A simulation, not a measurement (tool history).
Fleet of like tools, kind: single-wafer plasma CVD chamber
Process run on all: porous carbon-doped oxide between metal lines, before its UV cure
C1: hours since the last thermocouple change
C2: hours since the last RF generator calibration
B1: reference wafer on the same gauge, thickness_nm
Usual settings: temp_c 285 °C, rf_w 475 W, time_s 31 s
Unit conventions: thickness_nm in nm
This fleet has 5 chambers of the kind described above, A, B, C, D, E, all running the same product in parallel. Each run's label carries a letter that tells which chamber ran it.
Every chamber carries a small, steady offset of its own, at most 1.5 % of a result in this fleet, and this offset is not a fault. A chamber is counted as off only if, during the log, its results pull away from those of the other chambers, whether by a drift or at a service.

{"run": "1C", "hour": 8.7, "temp_c": 285, "rf_w": 475, "time_s": 31, "C1": 38.6, "C2": 495.6, "B1": 159.14, "thickness_nm": 176.32}
{"run": "2E", "hour": 16.7, "temp_c": 285, "rf_w": 475, "time_s": 31, "C1": 178.3, "C2": 329.1, "B1": 159.04, "thickness_nm": 175.94}
{"run": "3D", "hour": 22.9, "temp_c": 285, "rf_w": 475, "time_s": 31, "C1": 1416.2, "C2": 425, "B1": 159.04, "thickness_nm": 174.89}
{"run": "4B", "hour": 27.9, "temp_c": 285, "rf_w": 475, "time_s": 31, "C1": 390.7, "C2": 1975.9, "B1": 158.95, "thickness_nm": 176.06}
{"run": "5A", "hour": 37.3, "temp_c": 285, "rf_w": 475, "time_s": 31, "C1": 1468.6, "C2": 1485.5, "B1": 159.07, "thickness_nm": 178.07}
{"run": "6E", "hour": 46.2, "temp_c": 285, "rf_w": 475, "time_s": 31, "C1": 207.8, "C2": 358.6, "B1": 158.96, "thickness_nm": 176.47}
{"run": "7B", "hour": 50.8, "temp_c": 285, "rf_w": 475, "time_s": 31, "C1": 413.6, "C2": 1998.8, "B1": 159, "thickness_nm": 176.38}
{"run": "8D", "hour": 56.5, "temp_c": 278, "rf_w": 475, "time_s": 28.3, "C1": 1449.8, "C2": 458.6, "B1": 158.9, "thickness_nm": 169.17}
{"run": "9C", "hour": 64.0, "temp_c": 278, "rf_w": 475, "time_s": 28.3, "C1": 93.9, "C2": 550.9, "B1": 159.05, "thickness_nm": 168.15}
{"run": "10A", "hour": 72.0, "temp_c": 278, "rf_w": 475, "time_s": 28.3, "C1": 1503.3, "C2": 1520.2, "B1": 158.94, "thickness_nm": 169.37}
{"run": "11B", "hour": 78.1, "temp_c": 278, "rf_w": 475, "time_s": 28.3, "C1": 440.9, "C2": 2026.1, "B1": 159.05, "thickness_nm": 168.49}
{"run": "12D", "hour": 86.3, "temp_c": 278, "rf_w": 475, "time_s": 28.3, "C1": 1479.6, "C2": 488.4, "B1": 158.92, "thickness_nm": 168.68}
{"run": "13C", "hour": 90.5, "temp_c": 285, "rf_w": 475, "time_s": 31, "C1": 120.4, "C2": 577.4, "B1": 158.95, "thickness_nm": 176.55}
{"run": "14E", "hour": 97.3, "temp_c": 285, "rf_w": 475, "time_s": 31, "C1": 258.9, "C2": 409.7, "B1": 158.79, "thickness_nm": 177.06}
{"run": "15A", "hour": 103.5, "temp_c": 285, "rf_w": 475, "time_s": 31, "C1": 1534.8, "C2": 1551.7, "B1": 158.98, "thickness_nm": 176.26}
{"run": "16B", "hour": 110.1, "temp_c": 285, "rf_w": 475, "time_s": 31, "C1": 472.9, "C2": 2058.1, "B1": 159.11, "thickness_nm": 174.6}
{"run": "17A", "hour": 118.9, "temp_c": 285, "rf_w": 475, "time_s": 31, "C1": 1550.2, "C2": 1567.1, "B1": 158.98, "thickness_nm": 177.02}
{"run": "18C", "hour": 124.4, "temp_c": 285, "rf_w": 475, "time_s": 31, "C1": 154.3, "C2": 611.3, "B1": 159.22, "thickness_nm": 176.9}
{"run": "19D", "hour": 133.1, "temp_c": 285, "rf_w": 475, "time_s": 31, "C1": 1526.4, "C2": 535.2, "B1": 158.95, "thickness_nm": 175.58}
{"run": "20E", "hour": 141.9, "temp_c": 285, "rf_w": 475, "time_s": 31, "C1": 303.5, "C2": 454.3, "B1": 158.99, "thickness_nm": 177.26}
{"run": "21D", "hour": 148.3, "temp_c": 297, "rf_w": 475, "time_s": 25.3, "C1": 1541.6, "C2": 550.4, "B1": 159, "thickness_nm": 133.23}
{"run": "22E", "hour": 155.1, "temp_c": 297, "rf_w": 475, "time_s": 25.3, "C1": 316.7, "C2": 467.5, "B1": 159.15, "thickness_nm": 134.43}
{"run": "23A", "hour": 161.5, "temp_c": 297, "rf_w": 475, "time_s": 25.3, "C1": 1592.8, "C2": 1609.7, "B1": 158.96, "thickness_nm": 134.36}
{"run": "24B", "hour": 168.9, "temp_c": 297, "rf_w": 475, "time_s": 25.3, "C1": 531.7, "C2": 2116.9, "B1": 158.79, "thickness_nm": 134.44}
{"run": "25C", "hour": 177.8, "temp_c": 297, "rf_w": 475, "time_s": 25.3, "C1": 207.7, "C2": 664.7, "B1": 159.04, "thickness_nm": 133.42}
{"run": "26D", "hour": 182.3, "temp_c": 285, "rf_w": 475, "time_s": 31, "C1": 1575.6, "C2": 584.4, "B1": 159.04, "thickness_nm": 175.41}
{"run": "27B", "hour": 190.7, "temp_c": 285, "rf_w": 475, "time_s": 31, "C1": 553.5, "C2": 2138.7, "B1": 158.84, "thickness_nm": 176.09}
{"run": "28C", "hour": 199.0, "temp_c": 285, "rf_w": 475, "time_s": 31, "C1": 228.9, "C2": 685.9, "B1": 158.93, "thickness_nm": 175.96}
{"run": "29E", "hour": 207.1, "temp_c": 277, "rf_w": 475, "time_s": 35.3, "C1": 368.7, "C2": 519.5, "B1": 158.83, "thickness_nm": 211.79}
{"run": "30A", "hour": 211.8, "temp_c": 277, "rf_w": 475, "time_s": 35.3, "C1": 1643.1, "C2": 1660, "B1": 158.92, "thickness_nm": 210.22}
{"run": "31A", "hour": 219.2, "temp_c": 277, "rf_w": 475, "time_s": 35.3, "C1": 1650.5, "C2": 1667.4, "B1": 158.81, "thickness_nm": 211.12}
{"run": "32D", "hour": 225.1, "temp_c": 277, "rf_w": 475, "time_s": 35.3, "C1": 1618.4, "C2": 627.2, "B1": 159.16, "thickness_nm": 207.5}
{"run": "33B", "hour": 232.3, "temp_c": 277, "rf_w": 475, "time_s": 35.3, "C1": 595.1, "C2": 2180.3, "B1": 158.95, "thickness_nm": 209.47}
{"run": "34E", "hour": 241.5, "temp_c": 285, "rf_w": 475, "time_s": 31, "C1": 403.1, "C2": 553.9, "B1": 159.02, "thickness_nm": 176.88}
{"run": "35C", "hour": 249.3, "temp_c": 285, "rf_w": 475, "time_s": 31, "C1": 279.2, "C2": 736.2, "B1": 159.08, "thickness_nm": 176.14}
{"run": "36E", "hour": 257.8, "temp_c": 285, "rf_w": 475, "time_s": 31, "C1": 419.4, "C2": 570.2, "B1": 158.97, "thickness_nm": 176.99}
{"run": "37A", "hour": 264.7, "temp_c": 294, "rf_w": 475, "time_s": 25.2, "C1": 1696, "C2": 1712.9, "B1": 159.08, "thickness_nm": 138.3}

One chamber off, gauge drift, or nothing amiss beyond the chambers' own small offsets? If it is a chamber, which one, and what is the likeliest cause?

Nothing is wrong: each chamber keeps only its own small, steady offset and the gauge holds still.

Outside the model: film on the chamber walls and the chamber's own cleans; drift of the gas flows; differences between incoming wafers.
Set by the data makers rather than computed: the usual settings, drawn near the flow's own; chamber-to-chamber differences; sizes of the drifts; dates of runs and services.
